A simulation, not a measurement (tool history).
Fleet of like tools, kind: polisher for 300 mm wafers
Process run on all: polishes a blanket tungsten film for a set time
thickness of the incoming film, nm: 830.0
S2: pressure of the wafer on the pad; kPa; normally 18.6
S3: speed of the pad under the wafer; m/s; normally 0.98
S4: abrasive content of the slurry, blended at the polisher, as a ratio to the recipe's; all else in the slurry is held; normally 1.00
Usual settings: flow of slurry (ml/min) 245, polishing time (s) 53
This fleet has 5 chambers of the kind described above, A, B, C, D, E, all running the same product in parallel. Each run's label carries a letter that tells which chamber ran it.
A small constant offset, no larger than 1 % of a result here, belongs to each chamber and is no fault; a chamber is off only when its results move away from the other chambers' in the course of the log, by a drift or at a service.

run 1A hour=10.5 | flow_of_slurry_(ml/min)=245 S2=18.6 S3=0.98 S4=1.00 polishing_time_(s)=53 | film_removed_(nm)=209.67
-- hour=16.6 chamber D: worn pad replaced by a new one
run 2D hour=17.0 | flow_of_slurry_(ml/min)=245 S2=18.6 S3=0.98 S4=1.00 polishing_time_(s)=53 | film_removed_(nm)=209.58
-- hour=17.7 chamber D: slurry tank refilled with fresh slurry and peroxide
-- hour=21.6 chamber A: slurry tank refilled with fresh slurry and peroxide
run 3E hour=28.1 | flow_of_slurry_(ml/min)=245 S2=18.6 S3=0.98 S4=1.00 polishing_time_(s)=53 | film_removed_(nm)=207.78
-- hour=30.9 chamber B: worn pad replaced by a new one
run 4B hour=34.0 | flow_of_slurry_(ml/min)=245 S2=18.6 S3=0.98 S4=1.00 polishing_time_(s)=53 | film_removed_(nm)=213.34
-- hour=34.7 chamber B: slurry tank refilled with fresh slurry and peroxide
-- hour=36.8 chamber A: slurry blender recalibrated
-- hour=43.3 chamber C: worn pad replaced by a new one
run 5C hour=44.6 | flow_of_slurry_(ml/min)=245 S2=18.6 S3=0.98 S4=1.00 polishing_time_(s)=53 | film_removed_(nm)=207.20
-- hour=51.0 chamber C: slurry tank refilled with fresh slurry and peroxide
run 6B hour=53.8 | flow_of_slurry_(ml/min)=245 S2=18.6 S3=0.98 S4=1.00 polishing_time_(s)=53 | film_removed_(nm)=213.38
-- hour=62.5 chamber D: slurry tank refilled with fresh slurry and peroxide
run 7A hour=62.9 | flow_of_slurry_(ml/min)=245 S2=18.6 S3=0.98 S4=1.00 polishing_time_(s)=53 | film_removed_(nm)=207.47
run 8D hour=70.6 | flow_of_slurry_(ml/min)=245 S2=18.6 S3=0.98 S4=1.00 polishing_time_(s)=53 | film_removed_(nm)=211.33
run 9E hour=81.9 | flow_of_slurry_(ml/min)=245 S2=18.6 S3=0.98 S4=1.00 polishing_time_(s)=53 | film_removed_(nm)=204.20
-- hour=82.8 chamber E: worn pad replaced by a new one
-- hour=83.2 chamber A: worn pad replaced by a new one
-- hour=84.6 chamber B: slurry tank refilled with fresh slurry and peroxide
run 10C hour=87.5 | flow_of_slurry_(ml/min)=245 S2=18.6 S3=0.98 S4=1.00 polishing_time_(s)=53 | film_removed_(nm)=204.11
-- hour=91.4 chamber A: slurry tank refilled with fresh slurry and peroxide
run 11A hour=94.2 | flow_of_slurry_(ml/min)=175 S2=18.6 S3=0.98 S4=1.00 polishing_time_(s)=53 | film_removed_(nm)=201.88
run 12D hour=101.0 | flow_of_slurry_(ml/min)=175 S2=18.6 S3=0.98 S4=1.00 polishing_time_(s)=53 | film_removed_(nm)=196.69
-- hour=106.7 chamber D: worn pad replaced by a new one
-- hour=107.0 chamber D: slurry nozzle cleaned
-- hour=110.1 chamber E: slurry tank refilled with fresh slurry and peroxide
-- hour=111.0 chamber C: head pressure recalibrated
-- hour=111.4 chamber D: slurry tank refilled with fresh slurry and peroxide
run 13C hour=112.6 | flow_of_slurry_(ml/min)=175 S2=18.6 S3=0.98 S4=1.00 polishing_time_(s)=53 | film_removed_(nm)=201.44
-- hour=113.3 chamber C: slurry tank refilled with fresh slurry and peroxide
-- hour=116.8 chamber E: slurry blender recalibrated
run 14E hour=120.8 | flow_of_slurry_(ml/min)=175 S2=18.6 S3=0.98 S4=1.00 polishing_time_(s)=53 | film_removed_(nm)=203.99
-- hour=127.1 chamber B: worn pad replaced by a new one
run 15B hour=131.1 | flow_of_slurry_(ml/min)=175 S2=18.6 S3=0.98 S4=1.00 polishing_time_(s)=53 | film_removed_(nm)=202.06
-- hour=133.9 chamber C: slurry blender recalibrated
run 16A hour=143.1 | flow_of_slurry_(ml/min)=245 S2=18.6 S3=0.98 S4=1.00 polishing_time_(s)=67 | film_removed_(nm)=272.20
-- hour=146.0 chamber B: slurry tank refilled with fresh slurry and peroxide
-- hour=147.0 chamber B: slurry blender recalibrated
-- hour=148.9 chamber E: head pressure recalibrated
run 17E hour=149.2 | flow_of_slurry_(ml/min)=245 S2=18.6 S3=0.98 S4=1.00 polishing_time_(s)=67 | film_removed_(nm)=266.62
-- hour=151.1 chamber C: worn pad replaced by a new one
-- hour=156.1 chamber D: slurry tank refilled with fresh slurry and peroxide
run 18D hour=156.4 | flow_of_slurry_(ml/min)=245 S2=18.6 S3=0.98 S4=1.00 polishing_time_(s)=67 | film_removed_(nm)=266.66
-- hour=157.2 chamber A: slurry tank refilled with fresh slurry and peroxide
-- hour=160.3 chamber A: slurry nozzle cleaned
run 19C hour=163.9 | flow_of_slurry_(ml/min)=245 S2=18.6 S3=0.98 S4=1.00 polishing_time_(s)=67 | film_removed_(nm)=270.03
run 20B hour=172.1 | flow_of_slurry_(ml/min)=245 S2=18.6 S3=0.98 S4=1.00 polishing_time_(s)=67 | film_removed_(nm)=267.72
-- hour=172.4 chamber A: worn pad replaced by a new one
-- hour=172.5 chamber C: slurry tank refilled with fresh slurry and peroxide
run 21C hour=179.5 | flow_of_slurry_(ml/min)=245 S2=18.6 S3=0.98 S4=1.00 polishing_time_(s)=53 | film_removed_(nm)=203.32
-- hour=186.0 chamber E: worn pad replaced by a new one
run 22D hour=188.0 | flow_of_slurry_(ml/min)=245 S2=18.6 S3=1.28 S4=0.80 polishing_time_(s)=53 | film_removed_(nm)=260.80
run 23E hour=194.6 | flow_of_slurry_(ml/min)=245 S2=18.6 S3=1.28 S4=0.80 polishing_time_(s)=53 | film_removed_(nm)=261.98
-- hour=197.5 chamber B: slurry tank refilled with fresh slurry and peroxide
-- hour=201.4 chamber A: slurry blender recalibrated
run 24A hour=203.4 | flow_of_slurry_(ml/min)=245 S2=18.6 S3=1.28 S4=0.80 polishing_time_(s)=53 | film_removed_(nm)=259.84
-- hour=205.7 chamber D: slurry tank refilled with fresh slurry and peroxide
run 25B hour=212.1 | flow_of_slurry_(ml/min)=245 S2=18.6 S3=1.28 S4=0.80 polishing_time_(s)=53 | film_removed_(nm)=257.84
-- hour=218.0 chamber D: worn pad replaced by a new one
run 26B hour=224.0 | flow_of_slurry_(ml/min)=245 S2=18.6 S3=1.28 S4=0.80 polishing_time_(s)=53 | film_removed_(nm)=263.81
-- hour=230.5 chamber A: slurry tank refilled with fresh slurry and peroxide
-- hour=230.5 chamber C: slurry tank refilled with fresh slurry and peroxide
-- hour=232.4 chamber D: slurry blender recalibrated
run 27D hour=233.8 | flow_of_slurry_(ml/min)=245 S2=18.6 S3=0.98 S4=1.00 polishing_time_(s)=53 | film_removed_(nm)=210.35
run 28E hour=239.7 | flow_of_slurry_(ml/min)=245 S2=18.6 S3=0.98 S4=0.75 polishing_time_(s)=60 | film_removed_(nm)=217.64
run 29A hour=246.4 | flow_of_slurry_(ml/min)=245 S2=18.6 S3=0.98 S4=0.75 polishing_time_(s)=60 | film_removed_(nm)=219.64
run 30C hour=255.1 | flow_of_slurry_(ml/min)=245 S2=18.6 S3=0.98 S4=0.75 polishing_time_(s)=60 | film_removed_(nm)=220.30
-- hour=257.8 chamber C: worn pad replaced by a new one
run 31C hour=262.0 | flow_of_slurry_(ml/min)=245 S2=18.6 S3=0.98 S4=0.75 polishing_time_(s)=60 | film_removed_(nm)=220.45

Predict what each chamber gives when all 5 of them run the settings below next.
run 32A hour=270.8 | flow_of_slurry_(ml/min)=245 S2=18.6 S3=0.98 S4=1.00 polishing_time_(s)=53 | film_removed_(nm)=?
run 32B hour=270.8 | flow_of_slurry_(ml/min)=245 S2=18.6 S3=0.98 S4=1.00 polishing_time_(s)=53 | film_removed_(nm)=?
run 32C hour=270.8 | flow_of_slurry_(ml/min)=245 S2=18.6 S3=0.98 S4=1.00 polishing_time_(s)=53 | film_removed_(nm)=?
run 32D hour=270.8 | flow_of_slurry_(ml/min)=245 S2=18.6 S3=0.98 S4=1.00 polishing_time_(s)=53 | film_removed_(nm)=?
run 32E hour=270.8 | flow_of_slurry_(ml/min)=245 S2=18.6 S3=0.98 S4=1.00 polishing_time_(s)=53 | film_removed_(nm)=?

run=32A film_removed_(nm)=209.50
run=32B film_removed_(nm)=209.70
run=32C film_removed_(nm)=209.25
run=32D film_removed_(nm)=207.89
run=32E film_removed_(nm)=207.75

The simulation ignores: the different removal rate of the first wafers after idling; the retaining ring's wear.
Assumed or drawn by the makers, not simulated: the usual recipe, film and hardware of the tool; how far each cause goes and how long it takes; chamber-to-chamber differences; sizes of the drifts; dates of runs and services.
